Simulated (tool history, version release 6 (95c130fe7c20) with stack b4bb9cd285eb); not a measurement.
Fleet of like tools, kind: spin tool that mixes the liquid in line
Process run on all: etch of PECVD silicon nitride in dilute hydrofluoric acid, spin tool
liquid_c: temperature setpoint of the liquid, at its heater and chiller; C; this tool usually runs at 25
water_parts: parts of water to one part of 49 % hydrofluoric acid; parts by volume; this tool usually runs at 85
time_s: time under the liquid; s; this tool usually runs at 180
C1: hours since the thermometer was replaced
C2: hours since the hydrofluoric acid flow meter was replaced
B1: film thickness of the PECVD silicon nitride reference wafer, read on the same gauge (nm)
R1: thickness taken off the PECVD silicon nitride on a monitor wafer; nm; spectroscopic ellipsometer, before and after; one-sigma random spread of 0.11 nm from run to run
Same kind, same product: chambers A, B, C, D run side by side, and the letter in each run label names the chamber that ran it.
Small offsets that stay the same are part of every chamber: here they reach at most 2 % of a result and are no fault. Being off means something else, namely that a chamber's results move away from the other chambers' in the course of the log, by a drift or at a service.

{"run": "1A", "hour": 3.3, "liquid_c": 25, "water_parts": 85, "time_s": 180, "C1": 776.7, "C2": 843.8, "B1": 30.012, "R1": 12.636}
{"run": "2B", "hour": 7.9, "liquid_c": 25, "water_parts": 85, "time_s": 180, "C1": 142.9, "C2": 109, "B1": 30.003, "R1": 12.603}
{"run": "3C", "hour": 10.2, "liquid_c": 25, "water_parts": 85, "time_s": 180, "C1": 642.5, "C2": 563.4, "B1": 30.008, "R1": 13.01}
{"run": "4D", "hour": 14.4, "liquid_c": 25, "water_parts": 85, "time_s": 180, "C1": 56.6, "C2": 720, "B1": 29.951, "R1": 12.927}
{"run": "5C", "hour": 18.4, "liquid_c": 25, "water_parts": 85, "time_s": 180, "C1": 650.7, "C2": 571.6, "B1": 29.999, "R1": 13.046}
{"run": "6B", "hour": 21.2, "liquid_c": 25, "water_parts": 85, "time_s": 180, "C1": 156.2, "C2": 122.3, "B1": 29.982, "R1": 12.688}
{"run": "7A", "hour": 25.4, "liquid_c": 25, "water_parts": 85, "time_s": 180, "C1": 798.8, "C2": 865.9, "B1": 30.02, "R1": 12.593}
{"run": "8D", "hour": 27.7, "liquid_c": 25, "water_parts": 85, "time_s": 180, "C1": 69.9, "C2": 733.3, "B1": 30.014, "R1": 13.011}
{"run": "9C", "hour": 32.3, "liquid_c": 25, "water_parts": 85, "time_s": 180, "C1": 664.6, "C2": 585.5, "B1": 29.986, "R1": 12.974}
{"run": "10B", "hour": 36.6, "liquid_c": 23, "water_parts": 120, "time_s": 180, "C1": 171.6, "C2": 137.7, "B1": 30.009, "R1": 7.9046}
{"run": "11A", "hour": 40.7, "liquid_c": 23, "water_parts": 120, "time_s": 180, "C1": 814.1, "C2": 881.2, "B1": 29.988, "R1": 7.97}
{"run": "12D", "hour": 43.2, "liquid_c": 23, "water_parts": 120, "time_s": 180, "C1": 85.4, "C2": 748.8, "B1": 29.953, "R1": 7.9211}
{"run": "13A", "hour": 48.5, "liquid_c": 23, "water_parts": 120, "time_s": 180, "C1": 821.9, "C2": 889, "B1": 29.97, "R1": 8.0084}
{"run": "14D", "hour": 51.7, "liquid_c": 25, "water_parts": 85, "time_s": 180, "C1": 93.9, "C2": 757.3, "B1": 29.989, "R1": 12.857}
{"run": "15B", "hour": 55.4, "liquid_c": 25, "water_parts": 85, "time_s": 180, "C1": 190.4, "C2": 156.5, "B1": 30.048, "R1": 12.508}
{"run": "16C", "hour": 58.0, "liquid_c": 25, "water_parts": 85, "time_s": 180, "C1": 690.3, "C2": 611.2, "B1": 30, "R1": 12.82}
{"run": "17C", "hour": 63.2, "liquid_c": 25, "water_parts": 115, "time_s": 180, "C1": 695.5, "C2": 616.4, "B1": 29.941, "R1": 9.5485}
{"run": "18A", "hour": 68.0, "liquid_c": 25, "water_parts": 115, "time_s": 180, "C1": 841.4, "C2": 908.5, "B1": 30.048, "R1": 9.4199}
{"run": "19B", "hour": 70.8, "liquid_c": 25, "water_parts": 115, "time_s": 180, "C1": 205.8, "C2": 171.9, "B1": 30.022, "R1": 9.2985}
{"run": "20D", "hour": 75.9, "liquid_c": 25, "water_parts": 115, "time_s": 180, "C1": 118.1, "C2": 781.5, "B1": 30.032, "R1": 9.4172}
{"run": "21B", "hour": 78.5, "liquid_c": 25, "water_parts": 85, "time_s": 180, "C1": 213.5, "C2": 179.6, "B1": 29.962, "R1": 12.466}
{"run": "22D", "hour": 82.6, "liquid_c": 25, "water_parts": 85, "time_s": 180, "C1": 124.8, "C2": 788.2, "B1": 30.008, "R1": 12.927}
{"run": "23A", "hour": 87.9, "liquid_c": 25, "water_parts": 85, "time_s": 180, "C1": 861.3, "C2": 928.4, "B1": 29.992, "R1": 13.037}
{"run": "24C", "hour": 92.0, "liquid_c": 25, "water_parts": 85, "time_s": 180, "C1": 724.3, "C2": 645.2, "B1": 29.965, "R1": 12.885}
{"run": "25A", "hour": 97.0, "liquid_c": 25, "water_parts": 85, "time_s": 180, "C1": 870.4, "C2": 937.5, "B1": 29.978, "R1": 12.964}
{"run": "26B", "hour": 99.5, "liquid_c": 21, "water_parts": 85, "time_s": 75, "C1": 234.5, "C2": 200.6, "B1": 30.009, "R1": 4.016}
{"run": "27D", "hour": 103.3, "liquid_c": 21, "water_parts": 85, "time_s": 75, "C1": 145.5, "C2": 808.9, "B1": 29.992, "R1": 4.096}
{"run": "28C", "hour": 107.8, "liquid_c": 21, "water_parts": 85, "time_s": 75, "C1": 740.1, "C2": 661, "B1": 30.001, "R1": 4.0943}
{"run": "29C", "hour": 112.6, "liquid_c": 21, "water_parts": 85, "time_s": 75, "C1": 744.9, "C2": 665.8, "B1": 30.026, "R1": 4.1237}
{"run": "30D", "hour": 116.0, "liquid_c": 25, "water_parts": 85, "time_s": 180, "C1": 158.2, "C2": 821.6, "B1": 30.028, "R1": 12.766}
{"run": "31A", "hour": 120.8, "liquid_c": 25, "water_parts": 85, "time_s": 180, "C1": 894.2, "C2": 961.3, "B1": 30.02, "R1": 13.298}
{"run": "32B", "hour": 124.7, "liquid_c": 25, "water_parts": 85, "time_s": 180, "C1": 259.7, "C2": 225.8, "B1": 29.98, "R1": 12.614}
{"run": "33D", "hour": 129.3, "liquid_c": 25, "water_parts": 85, "time_s": 180, "C1": 171.5, "C2": 834.9, "B1": 30.042, "R1": 12.788}
{"run": "34B", "hour": 131.9, "liquid_c": 21.5, "water_parts": 85, "time_s": 180, "C1": 266.9, "C2": 233, "B1": 30.001, "R1": 10.012}
{"run": "35A", "hour": 135.1, "liquid_c": 21.5, "water_parts": 85, "time_s": 180, "C1": 908.5, "C2": 975.6, "B1": 29.994, "R1": 10.708}
{"run": "36C", "hour": 138.6, "liquid_c": 21.5, "water_parts": 85, "time_s": 180, "C1": 770.9, "C2": 691.8, "B1": 29.962, "R1": 10.153}
{"hour": 142.5, "done": "chamber C: thermometer replaced"}
{"run": "37D", "hour": 143.0, "liquid_c": 21.5, "water_parts": 85, "time_s": 180, "C1": 185.2, "C2": 848.6, "B1": 29.969, "R1": 10.063}
{"run": "38C", "hour": 146.3, "liquid_c": 25, "water_parts": 85, "time_s": 180, "C1": 3.8, "C2": 699.5, "B1": 30.013, "R1": 12.955}
{"run": "39B", "hour": 148.6, "liquid_c": 25, "water_parts": 85, "time_s": 180, "C1": 283.6, "C2": 249.7, "B1": 30, "R1": 12.814}
{"run": "40A", "hour": 152.4, "liquid_c": 25, "water_parts": 85, "time_s": 180, "C1": 925.8, "C2": 992.9, "B1": 29.986, "R1": 13.741}
{"run": "41A", "hour": 156.0, "liquid_c": 25, "water_parts": 85, "time_s": 180, "C1": 929.4, "C2": 996.5, "B1": 29.995, "R1": 13.696}
{"run": "42B", "hour": 158.8, "liquid_c": 25, "water_parts": 50, "time_s": 180, "C1": 293.8, "C2": 259.9, "B1": 29.985, "R1": 21.404}

Decide between three cases: one chamber stands off from its peers, the gauge reading all wafers drifts, or nothing is wrong past each chamber's small offset. Where a chamber is off, say which and what most likely put it there.

It is chamber A that slowly wanders off from its peers.
Cause: liquid hotter than its thermometer reads (K) = 1.31.
From this log alone, it may not be told apart from: hydrofluoric acid flow above the setpoint (%).

Which of the 4 candidates below, each the usual settings with something changed and its results left as question marks, puts chamber A back in line with what the other chambers give on the usual settings?
In line means no further than this from the other chambers' mean on the usual settings: R1 0.37 nm
{"run": "43A-1", "hour": 162.6, "liquid_c": 25.5, "water_parts": 85, "time_s": 190, "R1": "?"}
{"run": "43A-2", "hour": 162.6, "liquid_c": 25, "water_parts": 85, "time_s": 185, "R1": "?"}
{"run": "43A-3", "hour": 162.6, "liquid_c": 24, "water_parts": 85, "time_s": 180, "R1": "?"}
{"run": "43A-4", "hour": 162.6, "liquid_c": 25, "water_parts": 85, "time_s": 175, "R1": "?"}

On the usual settings, the other chambers give on average: R1 12.77 nm
run=43A-1 R1=15.084
run=43A-2 R1=14.227
run=43A-3 R1=12.983
run=43A-4 R1=13.458
43A-3 brings the chamber back in line.

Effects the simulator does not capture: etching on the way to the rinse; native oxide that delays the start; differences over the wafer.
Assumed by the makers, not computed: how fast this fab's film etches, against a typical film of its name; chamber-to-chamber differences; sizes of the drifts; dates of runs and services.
